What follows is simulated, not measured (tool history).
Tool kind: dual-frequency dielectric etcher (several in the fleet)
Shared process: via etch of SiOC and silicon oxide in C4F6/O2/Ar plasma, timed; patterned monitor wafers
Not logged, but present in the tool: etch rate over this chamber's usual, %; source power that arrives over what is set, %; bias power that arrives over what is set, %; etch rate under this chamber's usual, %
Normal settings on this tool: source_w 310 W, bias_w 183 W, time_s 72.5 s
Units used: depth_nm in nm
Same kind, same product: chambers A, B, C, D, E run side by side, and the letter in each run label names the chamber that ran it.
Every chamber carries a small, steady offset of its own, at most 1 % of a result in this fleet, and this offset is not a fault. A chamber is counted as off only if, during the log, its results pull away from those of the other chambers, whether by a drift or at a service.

run	hour	source_w	bias_w	time_s	hours since the last wet clean	hours since the last source power generator calibration	hours since the last bias power generator calibration	read-back reference wafer on the same gauge, depth_nm	depth_nm
1C	5.3	310	183	72.5	459.7	1705.8	4580	88.684	74.71
2B	10.5	310	183	72.5	427.8	677.3	1035.2	88.707	75.227
3A	15.2	310	183	72.5	255.5	91.1	1423.3	88.71	74.137
4D	19.9	310	183	72.5	165.1	3747.3	2035.8	88.66	75.031
5E	23.9	310	183	72.5	252.3	1732.2	1171.7	88.678	74.449
6D	28.5	310	183	72.5	173.7	3755.9	2044.4	88.748	75.125
7A	35.3	310	183	72.5	275.6	111.2	1443.4	88.718	74.489
8E	42.6	310	183	72.5	271	1750.9	1190.4	88.771	74.555
# hour 47.2: chamber B: wet clean of the chamber
9B	49.4	310	183	72.5	2.2	716.2	1074.1	88.654	75.104
10C	54.6	310	183	72.5	509	1755.1	4629.3	88.67	74.898
11B	61.2	310	183	72.5	14	728	1085.9	88.645	74.872
12D	67.2	310	183	72.5	212.4	3794.6	2083.1	88.625	74.747
13A	74.3	310	183	72.5	314.6	150.2	1482.4	88.695	74.697
14E	82.7	280	228	72.5	311.1	1791	1230.5	88.677	76.758
15C	90	280	228	72.5	544.4	1790.5	4664.7	88.674	77.436
16A	93.8	280	228	72.5	334.1	169.7	1501.9	88.779	77.177
17B	97.7	280	228	72.5	50.5	764.5	1122.4	88.742	77.612
18C	102	280	228	72.5	556.4	1802.5	4676.7	88.75	77.384
# hour 107.2: chamber A: wet clean of the chamber
19D	110.1	310	183	72.5	255.3	3837.5	2126	88.679	74.983
20E	116.2	310	183	72.5	344.6	1824.5	1264	88.619	74.21
21E	121.5	310	183	72.5	349.9	1829.8	1269.3	88.7	74.322
22A	128.8	360	183	72.5	21.6	204.7	1536.9	88.743	79.06
23D	134.2	360	183	72.5	279.4	3861.6	2150.1	88.714	79.248
24C	142.6	360	183	72.5	597	1843.1	4717.3	88.721	79.649
25B	148	360	183	72.5	100.8	814.8	1172.7	88.644	79.422
26C	154.9	360	183	72.5	609.3	1855.4	4729.6	88.791	78.727
27A	159.3	260	166	72.5	52.1	235.2	1567.4	88.736	67.793
28D	164.8	260	166	72.5	310	3892.2	2180.7	88.714	67.689
29E	172.5	260	166	72.5	400.9	1880.8	1320.3	88.807	66.096
30B	179.3	260	166	72.5	132.1	846.1	1204	88.675	68.133
31B	183.2	260	166	72.5	136	850	1207.9	88.695	67.916

All chambers now run identical settings, listed one chamber a line with results as question marks. What results will each chamber show?
32A	189.4	310	183	81.5					?
32B	189.4	310	183	81.5					?
32C	189.4	310	183	81.5					?
32D	189.4	310	183	81.5					?
32E	189.4	310	183	81.5					?

run	depth_nm
32A	83.839
32B	84.22
32C	84.338
32D	84.049
32E	82.305
